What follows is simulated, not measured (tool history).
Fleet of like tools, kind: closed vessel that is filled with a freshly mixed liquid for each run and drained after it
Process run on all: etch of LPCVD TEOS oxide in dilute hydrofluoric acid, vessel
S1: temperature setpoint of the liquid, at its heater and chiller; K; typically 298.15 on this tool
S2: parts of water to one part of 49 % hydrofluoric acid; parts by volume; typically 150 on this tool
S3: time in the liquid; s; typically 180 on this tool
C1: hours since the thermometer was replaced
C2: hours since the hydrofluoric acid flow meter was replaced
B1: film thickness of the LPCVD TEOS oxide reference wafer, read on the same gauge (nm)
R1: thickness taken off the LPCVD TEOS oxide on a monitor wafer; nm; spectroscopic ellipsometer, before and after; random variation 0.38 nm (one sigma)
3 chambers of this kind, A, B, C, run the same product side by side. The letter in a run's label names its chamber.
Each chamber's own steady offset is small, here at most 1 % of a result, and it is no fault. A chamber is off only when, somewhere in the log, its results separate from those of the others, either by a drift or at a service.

run	hour	S1	S2	S3	C1	C2	B1	R1
1C	3.2	298.15	150	180	166.3	355.9	120.01	50.774
2B	6	298.15	150	180	44.6	1537.2	119.99	49.621
3A	10.1	298.15	150	180	1693.7	841.9	120.01	50.26
4A	12.9	298.15	150	180	1696.5	844.7	119.99	49.415
5C	18	301.15	150	215	181.1	370.7	119.98	66.528
6B	23.1	301.15	150	215	61.7	1554.3	120.02	66.357
7A	27	301.15	150	215	1710.6	858.8	120.01	65.822
8C	30.3	298.15	150	180	193.4	383	120	50.328
9B	35.1	298.15	150	180	73.7	1566.3	120	49.954
10C	38.2	298.15	150	180	201.3	390.9	120	50.492
11A	43.2	298.15	150	180	1726.8	875	119.99	48.17
12B	46	298.15	150	180	84.6	1577.2	119.97	49.834
13A	50.1	298.15	150	180	1733.7	881.9	120	49.03
14C	53.3	298.15	150	180	216.4	406	119.99	50.037
15B	58.2	298.15	150	180	96.8	1589.4	120.02	50.061
16C	61.9	298.15	150	180	225	414.6	119.98	50.038
17B	65.2	298.15	150	180	103.8	1596.4	120.01	49.72
18A	69.3	298.15	150	180	1752.9	901.1	119.99	47.53
19C	72.9	298.15	150	180	236	425.6	120.03	50.165
20B	77.1	298.15	150	180	115.7	1608.3	119.98	50.42
21A	81.7	298.15	150	180	1765.3	913.5	120	47.208
22B	86.6	298.15	150	180	125.2	1617.8	120.02	50.452
23A	90.1	298.15	150	180	1773.7	921.9	119.99	48.031
24C	93.9	298.15	150	180	257	446.6	120	49.678
25A	97.4	298.15	150	180	1781	929.2	120	47.202
26B	102	298.15	150	180	140.6	1633.2	120	50.008
27C	105	298.15	150	180	268.1	457.7	120	49.875
28A	109.1	294.65	200	180	1792.7	940.9	120.01	29.628
29C	112.3	294.65	200	180	275.4	465	119.98	31.613
30B	115.9	294.65	200	180	154.5	1647.1	119.98	30.872
31C	119.6	298.15	150	180	282.7	472.3	120.02	49.7
32B	121.9	298.15	150	180	160.5	1653.1	120	50.692
33A	124.7	298.15	150	180	1808.3	956.5	120.01	46.455
34B	129.4	301.15	150	180	168	1660.6	119.99	55.436
35C	134.2	301.15	150	180	297.3	486.9	120	56.821
36A	136.8	301.15	150	180	1820.4	968.6	120.04	51.757

Next, all 3 chambers run the settings below, one line each with question marks for the results. What does each chamber give?
37A	140.6	298.15	180	180				?
37B	140.6	298.15	180	180				?
37C	140.6	298.15	180	180				?

run	R1
37A	37.077
37B	40.774
37C	40.365

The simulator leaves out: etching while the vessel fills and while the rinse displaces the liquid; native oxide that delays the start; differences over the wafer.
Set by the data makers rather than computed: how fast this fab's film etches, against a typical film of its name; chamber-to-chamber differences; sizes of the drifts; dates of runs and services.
